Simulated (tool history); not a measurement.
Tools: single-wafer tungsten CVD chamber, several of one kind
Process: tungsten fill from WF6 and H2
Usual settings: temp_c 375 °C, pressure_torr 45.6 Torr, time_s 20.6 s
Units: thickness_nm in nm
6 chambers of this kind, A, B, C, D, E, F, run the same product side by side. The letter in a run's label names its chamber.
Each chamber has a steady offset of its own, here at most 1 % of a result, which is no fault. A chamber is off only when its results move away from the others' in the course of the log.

| run | day | temp_c | pressure_torr | time_s | hours since the last thermocouple change | hours since the last manometer calibration | read-back reference wafer on the same gauge, thickness_nm | thickness_nm |
|---|---|---|---|---|---|---|---|---|
| 1A | 0.404 | 375 | 45.6 | 20.6 | 1099.4 | 587 | 51.821 | 44.796 |
| 2E | 0.621 | 375 | 45.6 | 20.6 | 23.5 | 726.4 | 51.796 | 44.283 |
| 3D | 1.062 | 375 | 45.6 | 20.6 | 43.7 | 1535.1 | 51.837 | 44.734 |
| 4F | 1.354 | 375 | 45.6 | 20.6 | 262.4 | 380.9 | 51.766 | 45.014 |
| 5C | 1.575 | 375 | 45.6 | 20.6 | 430.1 | 522.9 | 51.767 | 44.986 |
| 6B | 1.996 | 370 | 53.2 | 20.6 | 1009.3 | 495.1 | 51.789 | 43.006 |
| 7F | 2.296 | 370 | 53.2 | 20.6 | 285 | 403.5 | 51.822 | 43.495 |
| 8D | 2.7 | 370 | 53.2 | 20.6 | 83 | 1574.4 | 51.777 | 43.309 |
| 9E | 3.083 | 370 | 53.2 | 20.6 | 82.6 | 785.5 | 51.825 | 42.625 |
| 10A | 3.325 | 370 | 53.2 | 20.6 | 1169.5 | 657.1 | 51.828 | 43.27 |
| 11C | 3.712 | 370 | 53.2 | 20.6 | 481.4 | 574.2 | 51.802 | 43.375 |
| 12B | 4.108 | 375 | 45.6 | 20.6 | 1060 | 545.8 | 51.781 | 44.365 |
| 13F | 4.562 | 375 | 45.6 | 20.6 | 339.4 | 457.9 | 51.829 | 44.985 |
| 14D | 4.821 | 375 | 45.6 | 20.6 | 133.9 | 1625.3 | 51.83 | 44.775 |
| 15B | 5.262 | 363 | 45.6 | 20.6 | 1087.7 | 573.5 | 51.791 | 34.585 |
| 16E | 5.612 | 363 | 45.6 | 20.6 | 143.3 | 846.2 | 51.791 | 34.243 |
| 17C | 5.921 | 363 | 45.6 | 20.6 | 534.4 | 627.2 | 51.774 | 34.66 |
| 18A | 6.183 | 363 | 45.6 | 20.6 | 1238.1 | 725.7 | 51.798 | 34.963 |
| 19E | 6.479 | 363 | 45.6 | 20.6 | 164.1 | 867 | 51.809 | 34.476 |
| 20A | 6.871 | 363 | 45.6 | 20.6 | 1254.6 | 742.2 | 51.742 | 34.919 |
| 21F | 7.296 | 365 | 45.6 | 23.9 | 405 | 523.5 | 51.789 | 42.485 |
| 22C | 7.533 | 365 | 45.6 | 23.9 | 573.1 | 665.9 | 51.764 | 42.371 |
| 23D | 7.829 | 365 | 45.6 | 23.9 | 206.1 | 1697.5 | 51.801 | 41.878 |
| 24B | 8.104 | 365 | 45.6 | 23.9 | 1155.9 | 641.7 | 51.779 | 41.828 |
| 25F | 8.433 | 365 | 45.6 | 23.9 | 432.3 | 550.8 | 51.805 | 42.375 |
| 26C | 8.662 | 365 | 45.6 | 23.9 | 600.2 | 693 | 51.8 | 42.217 |
| 27A | 9.025 | 375 | 45.6 | 20.6 | 1306.3 | 793.9 | 51.766 | 46.016 |
| 28D | 9.367 | 375 | 45.6 | 20.6 | 243 | 1734.4 | 51.763 | 44.655 |
| 29B | 9.717 | 375 | 45.6 | 20.6 | 1194.6 | 680.4 | 51.815 | 44.439 |
| 30E | 10.079 | 375 | 45.6 | 20.6 | 250.5 | 953.4 | 51.802 | 44.174 |
| 31C | 10.45 | 375 | 45.6 | 20.6 | 643.1 | 735.9 | 51.823 | 44.868 |
| 32D | 10.896 | 375 | 45.6 | 20.6 | 279.7 | 1771.1 | 51.772 | 44.745 |
| 33A | 11.35 | 375 | 45.6 | 20.6 | 1362.1 | 849.7 | 51.814 | 46.128 |
| 34E | 11.758 | 375 | 45.6 | 20.6 | 290.8 | 993.7 | 51.759 | 44.414 |
| 35F | 12.229 | 375 | 45.6 | 20.6 | 523.4 | 641.9 | 51.802 | 44.744 |
| 36B | 12.521 | 375 | 45.6 | 20.6 | 1261.9 | 747.7 | 51.791 | 44.427 |

All 6 chambers run these settings next. Forecast each chamber's results:
| 37A | 12.871 | 375 | 45.6 | 20.6 |  |  |  | ? |
| 37B | 12.871 | 375 | 45.6 | 20.6 |  |  |  | ? |
| 37C | 12.871 | 375 | 45.6 | 20.6 |  |  |  | ? |
| 37D | 12.871 | 375 | 45.6 | 20.6 |  |  |  | ? |
| 37E | 12.871 | 375 | 45.6 | 20.6 |  |  |  | ? |
| 37F | 12.871 | 375 | 45.6 | 20.6 |  |  |  | ? |

| run | thickness_nm |
|---|---|
| 37A | 46.571 |
| 37B | 44.399 |
| 37C | 44.948 |
| 37D | 44.695 |
| 37E | 44.217 |
| 37F | 45.048 |
